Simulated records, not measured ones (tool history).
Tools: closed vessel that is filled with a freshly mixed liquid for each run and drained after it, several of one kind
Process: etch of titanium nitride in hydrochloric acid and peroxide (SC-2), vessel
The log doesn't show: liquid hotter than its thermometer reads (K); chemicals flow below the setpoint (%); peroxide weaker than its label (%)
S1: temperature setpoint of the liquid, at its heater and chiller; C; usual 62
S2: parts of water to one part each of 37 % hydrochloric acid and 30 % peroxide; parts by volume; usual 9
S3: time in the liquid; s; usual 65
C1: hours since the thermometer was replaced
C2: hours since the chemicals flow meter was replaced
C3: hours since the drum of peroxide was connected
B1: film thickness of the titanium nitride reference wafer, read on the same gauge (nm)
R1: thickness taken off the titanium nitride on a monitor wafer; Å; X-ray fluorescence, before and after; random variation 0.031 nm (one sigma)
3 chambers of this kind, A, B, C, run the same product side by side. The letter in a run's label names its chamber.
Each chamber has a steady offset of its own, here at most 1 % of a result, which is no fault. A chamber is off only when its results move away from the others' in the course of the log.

Run 1B, hour 10.7: usual settings; C1 2127.4; C2 124.7; C3 234.3; B1 80.03. Result: R1 48.015 Å.
Run 2A, hour 18.5: usual settings; C1 555.9; C2 71.2; C3 122.6; B1 79.999. Result: R1 48.054 Å.
Run 3C, hour 27: usual settings; C1 278.9; C2 115.2; C3 741.8; B1 80.023. Result: R1 47.672 Å.
Run 4C, hour 37: usual settings; C1 288.9; C2 125.2; C3 751.8; B1 80.021. Result: R1 48.195 Å.
Run 5A, hour 46.8: usual settings; C1 584.2; C2 99.5; C3 150.9; B1 79.989. Result: R1 48.529 Å.
Run 6B, hour 56.5: usual settings; C1 2173.2; C2 170.5; C3 280.1; B1 79.994. Result: R1 48.251 Å.
Run 7B, hour 65.2: usual settings; C1 2181.9; C2 179.2; C3 288.8; B1 80.011. Result: R1 47.659 Å.
At hour 67.6: chamber C: new drum of peroxide connected.
Run 8A, hour 71.8: usual settings; C1 609.2; C2 124.5; C3 175.9; B1 80.006. Result: R1 48.299 Å.
Run 9C, hour 78.4: usual settings; C1 330.3; C2 166.6; C3 10.8; B1 79.978. Result: R1 48.405 Å.
Run 10A, hour 88.8: usual settings; C1 626.2; C2 141.5; C3 192.9; B1 80.022. Result: R1 48.248 Å.
Run 11B, hour 96.6: usual settings but S1 70 C, S3 100 s; C1 2213.3; C2 210.6; C3 320.2; B1 80.035. Result: R1 119.45 Å.
Run 12C, hour 106.4: usual settings but S1 70 C, S3 100 s; C1 358.3; C2 194.6; C3 38.8; B1 80.024. Result: R1 121.27 Å.
Run 13A, hour 115.1: usual settings but S1 70 C, S3 100 s; C1 652.5; C2 167.8; C3 219.2; B1 79.987. Result: R1 119.39 Å.
Run 14C, hour 126.3: usual settings; C1 378.2; C2 214.5; C3 58.7; B1 80.025. Result: R1 47.967 Å.
Run 15B, hour 136.5: usual settings; C1 2253.2; C2 250.5; C3 360.1; B1 79.982. Result: R1 47.917 Å.
Run 16C, hour 143.1: usual settings; C1 395; C2 231.3; C3 75.5; B1 79.985. Result: R1 47.729 Å.
Run 17A, hour 150.7: usual settings but S2 6 parts by volume; C1 688.1; C2 203.4; C3 254.8; B1 80.005. Result: R1 66.093 Å.
Run 18B, hour 158.4: usual settings but S2 6 parts by volume; C1 2275.1; C2 272.4; C3 382; B1 79.985. Result: R1 65.764 Å.
Run 19C, hour 165.4: usual settings but S2 6 parts by volume; C1 417.3; C2 253.6; C3 97.8; B1 80.004. Result: R1 65.002 Å.
Run 20B, hour 171.1: usual settings; C1 2287.8; C2 285.1; C3 394.7; B1 79.997. Result: R1 47.932 Å.
Run 21A, hour 180: usual settings; C1 717.4; C2 232.7; C3 284.1; B1 79.979. Result: R1 48.441 Å.
Run 22B, hour 191: usual settings; C1 2307.7; C2 305; C3 414.6; B1 80.003. Result: R1 48.015 Å.
Run 23C, hour 196.7: usual settings but S2 7.5 parts by volume; C1 448.6; C2 284.9; C3 129.1; B1 80.023. Result: R1 55.511 Å.
Run 24A, hour 205.8: usual settings but S2 7.5 parts by volume; C1 743.2; C2 258.5; C3 309.9; B1 80.007. Result: R1 55.402 Å.
Run 25A, hour 215.7: usual settings but S2 7.5 parts by volume; C1 753.1; C2 268.4; C3 319.8; B1 80.008. Result: R1 55.783 Å.
Run 26C, hour 223.7: usual settings; C1 475.6; C2 311.9; C3 156.1; B1 79.956. Result: R1 47.335 Å.
Run 27B, hour 234.7: usual settings; C1 2351.4; C2 348.7; C3 458.3; B1 80.019. Result: R1 48.289 Å.
Run 28B, hour 242.7: usual settings; C1 2359.4; C2 356.7; C3 466.3; B1 80.002. Result: R1 47.479 Å.
Run 29A, hour 249.9: usual settings; C1 787.3; C2 302.6; C3 354; B1 80.02. Result: R1 49.092 Å.
Run 30C, hour 260.2: usual settings; C1 512.1; C2 348.4; C3 192.6; B1 79.995. Result: R1 47.614 Å.
Run 31C, hour 268.6: usual settings; C1 520.5; C2 356.8; C3 201; B1 80.039. Result: R1 47.571 Å.
Run 32A, hour 275.8: usual settings; C1 813.2; C2 328.5; C3 379.9; B1 80.017. Result: R1 48.676 Å.
Run 33B, hour 283.5: usual settings; C1 2400.2; C2 397.5; C3 507.1; B1 79.981. Result: R1 48.194 Å.
Run 34C, hour 294.7: usual settings; C1 546.6; C2 382.9; C3 227.1; B1 80.039. Result: R1 47.738 Å.
Run 35B, hour 305: usual settings; C1 2421.7; C2 419; C3 528.6; B1 80.019. Result: R1 47.568 Å.
Run 36A, hour 314: usual settings; C1 851.4; C2 366.7; C3 418.1; B1 79.959. Result: R1 48.501 Å.
Run 37C, hour 318.9: usual settings; C1 570.8; C2 407.1; C3 251.3; B1 79.973. Result: R1 48.39 Å.
Run 38B, hour 328.1: usual settings; C1 2444.8; C2 442.1; C3 551.7; B1 79.993. Result: R1 47.619 Å.

Is one chamber off against the others, does the gauge drift, or is nothing wrong? If a chamber is off, say which, and what the likeliest cause is.

No chamber stands off beyond its own small offset, and the gauge holds steady.

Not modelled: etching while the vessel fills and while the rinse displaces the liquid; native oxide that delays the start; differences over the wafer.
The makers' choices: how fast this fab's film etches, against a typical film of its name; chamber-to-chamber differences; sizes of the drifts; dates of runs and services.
